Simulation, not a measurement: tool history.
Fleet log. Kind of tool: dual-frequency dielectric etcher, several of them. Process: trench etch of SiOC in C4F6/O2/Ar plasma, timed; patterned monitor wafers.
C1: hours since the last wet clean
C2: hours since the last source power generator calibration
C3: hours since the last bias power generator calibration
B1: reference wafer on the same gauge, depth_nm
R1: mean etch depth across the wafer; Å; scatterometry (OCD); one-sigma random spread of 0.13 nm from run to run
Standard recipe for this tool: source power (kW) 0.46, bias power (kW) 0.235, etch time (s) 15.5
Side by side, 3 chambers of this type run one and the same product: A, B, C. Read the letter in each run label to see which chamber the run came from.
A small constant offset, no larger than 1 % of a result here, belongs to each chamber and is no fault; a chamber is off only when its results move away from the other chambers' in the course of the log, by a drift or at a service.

Run 1C, hour 9.8: usual settings; C1 461.4; C2 2051.1; C3 3844.1; B1 33.078. Result: R1 369.85 Å.
Run 2B, hour 18.7: usual settings; C1 454.7; C2 565.1; C3 2528.4; B1 33.115. Result: R1 372.47 Å.
Run 3A, hour 23.9: usual settings; C1 148.2; C2 1821.5; C3 894.3; B1 33.085. Result: R1 370.68 Å.
Run 4A, hour 31.1: usual settings; C1 155.4; C2 1828.7; C3 901.5; B1 33.104. Result: R1 370.72 Å.
At hour 34.3: chamber C: wet clean of the chamber.
Run 5C, hour 39.5: usual settings; C1 5.3; C2 2080.8; C3 3873.8; B1 33.112. Result: R1 369.04 Å.
Run 6B, hour 47.8: usual settings; C1 483.8; C2 594.2; C3 2557.5; B1 33.109. Result: R1 374.1 Å.
Run 7C, hour 53: usual settings; C1 18.8; C2 2094.3; C3 3887.3; B1 33.066. Result: R1 369.96 Å.
Run 8A, hour 61.7: usual settings but source power (kW) 0.38; C1 186; C2 1859.3; C3 932.1; B1 33.102. Result: R1 343.21 Å.
Run 9B, hour 66.4: usual settings but source power (kW) 0.38; C1 502.4; C2 612.8; C3 2576.1; B1 33.076. Result: R1 348 Å.
Run 10A, hour 73.8: usual settings but source power (kW) 0.38; C1 198.1; C2 1871.4; C3 944.2; B1 33.101. Result: R1 343.03 Å.
Run 11C, hour 82.2: usual settings; C1 48; C2 2123.5; C3 3916.5; B1 33.089. Result: R1 371.23 Å.
Run 12B, hour 87.3: usual settings but bias power (kW) 0.269; C1 523.3; C2 633.7; C3 2597; B1 33.07. Result: R1 391.3 Å.
Run 13A, hour 94.5: usual settings but bias power (kW) 0.269; C1 218.8; C2 1892.1; C3 964.9; B1 33.108. Result: R1 385.05 Å.
Run 14B, hour 100.6: usual settings but bias power (kW) 0.269; C1 536.6; C2 647; C3 2610.3; B1 33.136. Result: R1 391.65 Å.
Run 15C, hour 105.3: usual settings; C1 71.1; C2 2146.6; C3 3939.6; B1 33.099. Result: R1 370.18 Å.
Run 16A, hour 109.8: usual settings; C1 234.1; C2 1907.4; C3 980.2; B1 33.087. Result: R1 367.12 Å.
Run 17C, hour 115.2: usual settings; C1 81; C2 2156.5; C3 3949.5; B1 33.118. Result: R1 370.69 Å.
Run 18B, hour 122.3: usual settings; C1 558.3; C2 668.7; C3 2632; B1 33.081. Result: R1 372.73 Å.
At hour 127.5: chamber B: wet clean of the chamber.
Run 19A, hour 128.4: usual settings; C1 252.7; C2 1926; C3 998.8; B1 33.125. Result: R1 366.17 Å.
Run 20B, hour 138.7: usual settings; C1 11.3; C2 685.1; C3 2648.4; B1 33.078. Result: R1 375.15 Å.
At hour 142.2: chamber A: source power generator calibrated.
Run 21C, hour 148.7: usual settings; C1 114.5; C2 2190; C3 3983; B1 33.099. Result: R1 371.99 Å.
Run 22B, hour 153.3: usual settings; C1 25.9; C2 699.7; C3 2663; B1 33.109. Result: R1 372.8 Å.
Run 23C, hour 160: usual settings; C1 125.8; C2 2201.3; C3 3994.3; B1 33.127. Result: R1 368.95 Å.
Run 24A, hour 165.2: usual settings but bias power (kW) 0.181; C1 289.5; C2 23.1; C3 1035.6; B1 33.076. Result: R1 331.98 Å.
Run 25B, hour 170.2: usual settings but bias power (kW) 0.181; C1 42.8; C2 716.6; C3 2679.9; B1 33.094. Result: R1 345.16 Å.
Run 26C, hour 176.2: usual settings but bias power (kW) 0.181; C1 142; C2 2217.5; C3 4010.5; B1 33.121. Result: R1 342.22 Å.
Run 27A, hour 184.5: usual settings; C1 308.8; C2 42.4; C3 1054.9; B1 33.108. Result: R1 361.03 Å.
Run 28C, hour 193.2: usual settings but bias power (kW) 0.207, etch time (s) 14; C1 159; C2 2234.5; C3 4027.5; B1 33.086. Result: R1 320.7 Å.
Run 29A, hour 203: usual settings but bias power (kW) 0.207, etch time (s) 14; C1 327.3; C2 60.9; C3 1073.4; B1 33.082. Result: R1 314.01 Å.
Run 30B, hour 213.1: usual settings but bias power (kW) 0.207, etch time (s) 14; C1 85.7; C2 759.5; C3 2722.8; B1 33.087. Result: R1 322.41 Å.
Run 31B, hour 217.7: usual settings; C1 90.3; C2 764.1; C3 2727.4; B1 33.106. Result: R1 374.09 Å.
Run 32A, hour 225.8: usual settings; C1 350.1; C2 83.7; C3 1096.2; B1 33.109. Result: R1 358.63 Å.
Run 33C, hour 233.5: usual settings; C1 199.3; C2 2274.8; C3 4067.8; B1 33.113. Result: R1 370.58 Å.
Run 34C, hour 238.6: usual settings; C1 204.4; C2 2279.9; C3 4072.9; B1 33.098. Result: R1 370.74 Å.
Run 35B, hour 245.1: usual settings but source power (kW) 0.38, bias power (kW) 0.182; C1 117.7; C2 791.5; C3 2754.8; B1 33.1. Result: R1 319.58 Å.
Run 36A, hour 255.2: usual settings but source power (kW) 0.38, bias power (kW) 0.182; C1 379.5; C2 113.1; C3 1125.6; B1 33.087. Result: R1 307.05 Å.
Run 37B, hour 263.3: usual settings but source power (kW) 0.38, bias power (kW) 0.182; C1 135.9; C2 809.7; C3 2773; B1 33.12. Result: R1 321.55 Å.
Run 38A, hour 272.8: usual settings; C1 397.1; C2 130.7; C3 1143.2; B1 33.095. Result: R1 356.29 Å.
Run 39C, hour 280.4: usual settings; C1 246.2; C2 2321.7; C3 4114.7; B1 33.136. Result: R1 370.53 Å.
Run 40B, hour 288.7: usual settings; C1 161.3; C2 835.1; C3 2798.4; B1 33.105. Result: R1 374.46 Å.
Run 41C, hour 296.5: usual settings; C1 262.3; C2 2337.8; C3 4130.8; B1 33.077. Result: R1 369.31 Å.
Run 42A, hour 303: usual settings; C1 427.3; C2 160.9; C3 1173.4; B1 33.075. Result: R1 353.79 Å.
Run 43B, hour 311.3: usual settings; C1 183.9; C2 857.7; C3 2821; B1 33.09. Result: R1 374.6 Å.

Next, all 3 chambers run the settings below, one line each with question marks for the results. What does each chamber give?
Run 44A, hour 318.6: usual settings. Result: R1 ?.
Run 44B, hour 318.6: usual settings. Result: R1 ?.
Run 44C, hour 318.6: usual settings. Result: R1 ?.

run      R1
44A  354.98
44B  374.49
44C  371.08
